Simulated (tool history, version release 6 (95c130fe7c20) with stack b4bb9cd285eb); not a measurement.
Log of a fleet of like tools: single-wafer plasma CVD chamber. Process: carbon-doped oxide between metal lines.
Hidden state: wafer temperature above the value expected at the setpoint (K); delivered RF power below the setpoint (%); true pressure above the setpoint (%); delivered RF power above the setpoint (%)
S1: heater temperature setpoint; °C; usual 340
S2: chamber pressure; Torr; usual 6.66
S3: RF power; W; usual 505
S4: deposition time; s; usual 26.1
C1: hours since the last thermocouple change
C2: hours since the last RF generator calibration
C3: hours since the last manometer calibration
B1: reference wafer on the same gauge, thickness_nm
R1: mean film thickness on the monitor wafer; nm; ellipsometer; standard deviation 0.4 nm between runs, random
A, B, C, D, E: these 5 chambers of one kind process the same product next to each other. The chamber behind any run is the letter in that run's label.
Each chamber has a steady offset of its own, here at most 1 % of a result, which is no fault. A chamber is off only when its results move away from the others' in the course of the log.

run   hour   S1    S2   S3    S4      C1      C2      C3      B1      R1
 1C    8.6  340  6.66  505  26.1  1234.2  1424.0  2598.8  148.07  142.61
 2A   13.0  340  6.66  505  26.1  1581.1  1246.9  1040.3  148.04  141.96
 3E   19.0  340  6.66  505  26.1  1252.8  2354.1   317.8  147.92  142.86
 4B   27.9  340  6.66  505  26.1   191.6   384.7  1781.2  148.05  143.04
      29.3  -- chamber A: thermocouple changed; heater temperature recalibrated
 5D   32.5  340  6.66  505  26.1  2151.3  1443.3  2891.4  148.16  141.92
 6A   40.9  340  7.77  505  26.1    11.7  1274.8  1068.2  148.01  144.08
 7C   47.2  340  7.77  505  26.1  1272.8  1462.6  2637.4  147.95  144.45
 8E   56.2  340  7.77  505  26.1  1290.0  2391.3   355.0  148.05  144.82
 9D   64.0  340  7.77  505  26.1  2182.8  1474.8  2922.9  148.02  143.57
10B   69.4  340  7.77  505  26.1   233.1   426.2  1822.7  147.94  144.33
11C   77.0  340  6.66  505  26.1  1302.6  1492.4  2667.2  147.98  142.93
12A   84.3  329  6.66  505  28.5    55.1  1318.2  1111.6  147.97  161.07
      89.5  -- chamber E: RF generator calibrated
13E   89.5  329  6.66  505  28.5  1323.3     0.1   388.3  148.02  161.98
14D   97.6  329  6.66  505  28.5  2216.4  1508.4  2956.5  147.94  161.10
15B  106.3  329  6.66  505  28.5   270.0   463.1  1859.6  148.03  162.76
16C  113.6  329  6.66  505  28.5  1339.2  1529.0  2703.8  148.06  161.86
17D  120.6  333  6.66  505  29.3  2239.4  1531.4  2979.5  147.98  163.31
18E  126.3  333  6.66  505  29.3  1360.1    36.9   425.1  148.07  163.56
19B  132.1  333  6.66  505  29.3   295.8   488.9  1885.4  148.03  164.70
20A  138.1  333  6.66  505  29.3   108.9  1372.0  1165.4  148.11  163.28
21B  143.5  333  6.66  505  29.3   307.2   500.3  1896.8  147.99  163.63
22A  151.1  340  6.66  505  26.1   121.9  1385.0  1178.4  148.03  143.47
23D  155.8  340  6.66  505  26.1  2274.6  1566.6  3014.7  147.90  142.43
24E  164.6  340  6.66  505  26.1  1398.4    75.2   463.4  147.99  142.95
25C  172.8  340  6.66  505  26.1  1398.4  1588.2  2763.0  148.01  142.44
26C  178.5  340  6.66  505  26.1  1404.1  1593.9  2768.7  148.08  142.86
27D  185.2  340  6.66  505  26.1  2304.0  1596.0  3044.1  148.00  142.83
28A  193.3  340  6.66  505  26.1   164.1  1427.2  1220.6  148.08  142.39
29B  197.9  340  6.66  505  26.1   361.6   554.7  1951.2  147.94  142.81
     200.2  -- chamber D: capacitance manometer re-zeroed and calibrated
30E  206.5  340  6.66  505  26.1  1440.3   117.1   505.3  148.07  142.81
31A  212.3  340  6.66  505  26.1   183.1  1446.2  1239.6  148.02  142.79
32C  220.4  340  6.66  505  26.1  1446.0  1635.8  2810.6  147.92  143.03
33D  228.0  340  6.66  505  26.1  2346.8  1638.8    27.9  147.98  141.68
34B  235.9  352  6.66  425  26.1   399.6   592.7  1989.2  148.04  122.69
35E  243.9  352  6.66  425  26.1  1477.7   154.5   542.7  147.98  122.79
36A  250.8  352  6.66  425  26.1   221.6  1484.7  1278.1  148.03  121.85
     253.7  -- chamber C: thermocouple changed; heater temperature recalibrated
37E  256.5  352  6.66  425  26.1  1490.3   167.1   555.3  148.01  122.90
38C  261.2  352  6.66  425  26.1     7.6  1676.6  2851.4  147.98  122.44
39D  267.5  340  6.66  465  26.1  2386.3  1678.3    67.4  147.96  135.04
40B  274.2  340  6.66  465  26.1   437.9   631.0  2027.5  147.96  135.70
41C  278.6  340  6.66  465  26.1    25.0  1694.0  2868.8  147.97  134.96
42E  285.8  340  6.66  465  26.1  1519.6   196.4   584.6  148.04  135.60
43A  290.8  340  6.66  465  26.1   261.6  1524.7  1318.1  147.94  134.31

All chambers now run identical settings, listed one chamber a line with results as question marks. What results will each chamber show?
44A  297.4  340  7.79  505  26.1                   ?
44B  297.4  340  7.79  505  26.1                   ?
44C  297.4  340  7.79  505  26.1                   ?
44D  297.4  340  7.79  505  26.1                   ?
44E  297.4  340  7.79  505  26.1                   ?

run      R1
44A  144.24
44B  145.19
44C  144.35
44D  143.67
44E  144.45
